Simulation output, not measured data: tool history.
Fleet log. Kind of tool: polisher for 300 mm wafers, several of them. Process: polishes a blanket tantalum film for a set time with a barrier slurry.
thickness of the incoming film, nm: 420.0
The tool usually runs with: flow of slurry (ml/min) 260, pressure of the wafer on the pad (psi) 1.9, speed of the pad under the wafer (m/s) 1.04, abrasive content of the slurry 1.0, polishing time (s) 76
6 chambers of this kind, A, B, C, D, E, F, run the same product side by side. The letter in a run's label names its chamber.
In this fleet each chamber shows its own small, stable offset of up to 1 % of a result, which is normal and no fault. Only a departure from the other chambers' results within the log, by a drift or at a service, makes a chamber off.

| run | hour | flow of slurry (ml/min) | pressure of the wafer on the pad (psi) | speed of the pad under the wafer (m/s) | abrasive content of the slurry | polishing time (s) | film removed (nm) |
|---|---|---|---|---|---|---|---|
|  | 4.3 | chamber C: worn pad replaced by a new one |
| 1F | 5.2 | 260 | 1.9 | 1.04 | 1.0 | 76 | 106.610 |
| 2D | 12.7 | 260 | 1.9 | 1.04 | 1.0 | 76 | 109.290 |
|  | 15.7 | chamber A: slurry blender recalibrated |
|  | 21.4 | chamber F: head pressure recalibrated |
| 3B | 23.3 | 260 | 1.9 | 1.04 | 1.0 | 76 | 109.340 |
| 4A | 34.1 | 260 | 1.9 | 1.04 | 1.0 | 76 | 107.610 |
|  | 35.9 | chamber A: worn pad replaced by a new one |
|  | 39.2 | chamber D: worn pad replaced by a new one |
| 5E | 43.5 | 260 | 1.9 | 1.04 | 1.0 | 76 | 107.230 |
|  | 51.6 | chamber E: worn pad replaced by a new one |
| 6C | 52.3 | 260 | 1.9 | 1.04 | 1.0 | 76 | 108.220 |
| 7E | 58.4 | 260 | 1.9 | 1.04 | 1.0 | 76 | 106.450 |
|  | 59.7 | chamber B: worn pad replaced by a new one |
|  | 65.0 | chamber C: slurry blender recalibrated |
| 8D | 69.7 | 260 | 1.9 | 1.04 | 1.0 | 76 | 108.320 |
| 9B | 81.3 | 260 | 1.9 | 1.04 | 1.0 | 76 | 107.360 |
|  | 83.1 | chamber C: worn pad replaced by a new one |
| 10A | 91.1 | 260 | 1.9 | 1.04 | 0.8 | 76 | 99.754 |
|  | 97.5 | chamber A: worn pad replaced by a new one |
|  | 101.4 | chamber D: worn pad replaced by a new one |
| 11F | 102.3 | 260 | 1.9 | 1.04 | 0.8 | 76 | 100.650 |
| 12C | 112.1 | 260 | 1.9 | 1.04 | 0.8 | 76 | 100.540 |
|  | 116.6 | chamber D: head pressure recalibrated |
| 13A | 117.6 | 260 | 1.9 | 1.04 | 0.8 | 76 | 101.430 |
|  | 118.4 | chamber E: worn pad replaced by a new one |
|  | 122.2 | chamber B: worn pad replaced by a new one |
| 14C | 123.6 | 260 | 1.9 | 1.04 | 0.8 | 76 | 101.890 |
|  | 123.7 | chamber D: slurry blender recalibrated |
|  | 125.0 | chamber B: slurry blender recalibrated |
| 15D | 129.2 | 260 | 1.9 | 1.04 | 0.8 | 76 | 100.900 |
|  | 130.7 | chamber E: slurry blender recalibrated |
|  | 132.1 | chamber F: slurry nozzle cleaned |
| 16E | 134.3 | 260 | 1.9 | 1.04 | 1.0 | 76 | 106.070 |
| 17F | 143.0 | 260 | 1.9 | 1.04 | 1.0 | 76 | 106.550 |
|  | 154.1 | chamber C: slurry nozzle cleaned |
| 18B | 154.1 | 260 | 1.9 | 1.04 | 1.0 | 76 | 108.040 |
|  | 155.2 | chamber C: worn pad replaced by a new one |
|  | 155.5 | chamber C: head pressure recalibrated |
| 19F | 163.8 | 260 | 1.9 | 1.04 | 1.0 | 76 | 104.800 |
| 20A | 173.7 | 260 | 1.9 | 1.04 | 1.0 | 76 | 107.160 |
|  | 174.2 | chamber A: worn pad replaced by a new one |
|  | 178.4 | chamber D: worn pad replaced by a new one |
|  | 179.4 | chamber E: worn pad replaced by a new one |
|  | 183.2 | chamber B: worn pad replaced by a new one |
| 21C | 185.1 | 260 | 1.9 | 1.04 | 1.0 | 76 | 108.500 |
| 22B | 193.8 | 260 | 1.9 | 1.04 | 1.0 | 76 | 108.110 |
| 23E | 199.7 | 260 | 1.9 | 1.04 | 1.0 | 76 | 107.350 |
| 24D | 208.9 | 260 | 2.3 | 1.04 | 1.0 | 76 | 129.760 |
|  | 211.5 | chamber B: slurry nozzle cleaned |
| 25E | 216.5 | 260 | 2.3 | 1.04 | 1.0 | 76 | 129.770 |
| 26A | 225.5 | 260 | 2.3 | 1.04 | 1.0 | 76 | 130.530 |
| 27D | 230.8 | 260 | 2.3 | 1.04 | 1.0 | 76 | 131.350 |
|  | 233.9 | chamber C: worn pad replaced by a new one |
|  | 235.2 | chamber A: worn pad replaced by a new one |
| 28B | 240.5 | 260 | 2.3 | 1.04 | 1.0 | 76 | 129.250 |
|  | 243.6 | chamber D: worn pad replaced by a new one |
|  | 246.0 | chamber C: slurry blender recalibrated |
| 29F | 247.6 | 260 | 2.3 | 1.04 | 1.0 | 76 | 124.310 |
|  | 253.8 | chamber E: worn pad replaced by a new one |
| 30C | 253.8 | 260 | 1.9 | 1.04 | 1.0 | 76 | 109.970 |
|  | 256.2 | chamber B: worn pad replaced by a new one |
| 31E | 263.0 | 260 | 1.9 | 1.04 | 1.0 | 76 | 105.370 |
|  | 269.8 | chamber E: slurry blender recalibrated |
| 32F | 270.7 | 260 | 2.4 | 1.04 | 1.0 | 66 | 111.840 |
| 33B | 275.8 | 260 | 2.4 | 1.04 | 1.0 | 66 | 117.670 |
| 34C | 283.6 | 260 | 2.4 | 1.04 | 1.0 | 66 | 116.450 |
|  | 285.7 | chamber F: slurry blender recalibrated |
| 35A | 289.3 | 260 | 2.4 | 1.04 | 1.0 | 66 | 117.450 |
| 36D | 294.7 | 260 | 2.4 | 1.04 | 1.0 | 66 | 117.020 |
|  | 296.8 | chamber D: slurry blender recalibrated |
|  | 297.6 | chamber A: worn pad replaced by a new one |
| 37F | 303.5 | 260 | 2.4 | 1.04 | 1.0 | 66 | 109.820 |
|  | 307.4 | chamber C: worn pad replaced by a new one |
| 38C | 309.6 | 260 | 1.9 | 1.04 | 1.0 | 76 | 107.930 |
|  | 314.7 | chamber B: slurry blender recalibrated |
| 39D | 315.3 | 260 | 1.9 | 1.04 | 1.0 | 76 | 106.960 |
| 40E | 322.1 | 260 | 1.9 | 0.70 | 1.0 | 56 | 52.567 |
|  | 331.4 | chamber B: worn pad replaced by a new one |
| 41B | 333.4 | 260 | 1.9 | 0.70 | 1.0 | 56 | 53.363 |
| 42A | 338.8 | 260 | 1.9 | 0.70 | 1.0 | 56 | 53.946 |

All chambers now run identical settings, listed one chamber a line with results as question marks. What results will each chamber show?
| 43A | 347.2 | 260 | 1.9 | 1.04 | 1.0 | 76 | ? |
| 43B | 347.2 | 260 | 1.9 | 1.04 | 1.0 | 76 | ? |
| 43C | 347.2 | 260 | 1.9 | 1.04 | 1.0 | 76 | ? |
| 43D | 347.2 | 260 | 1.9 | 1.04 | 1.0 | 76 | ? |
| 43E | 347.2 | 260 | 1.9 | 1.04 | 1.0 | 76 | ? |
| 43F | 347.2 | 260 | 1.9 | 1.04 | 1.0 | 76 | ? |

| run | film removed (nm) |
|---|---|
| 43A | 106.570 |
| 43B | 108.270 |
| 43C | 109.290 |
| 43D | 108.240 |
| 43E | 107.270 |
| 43F | 99.338 |
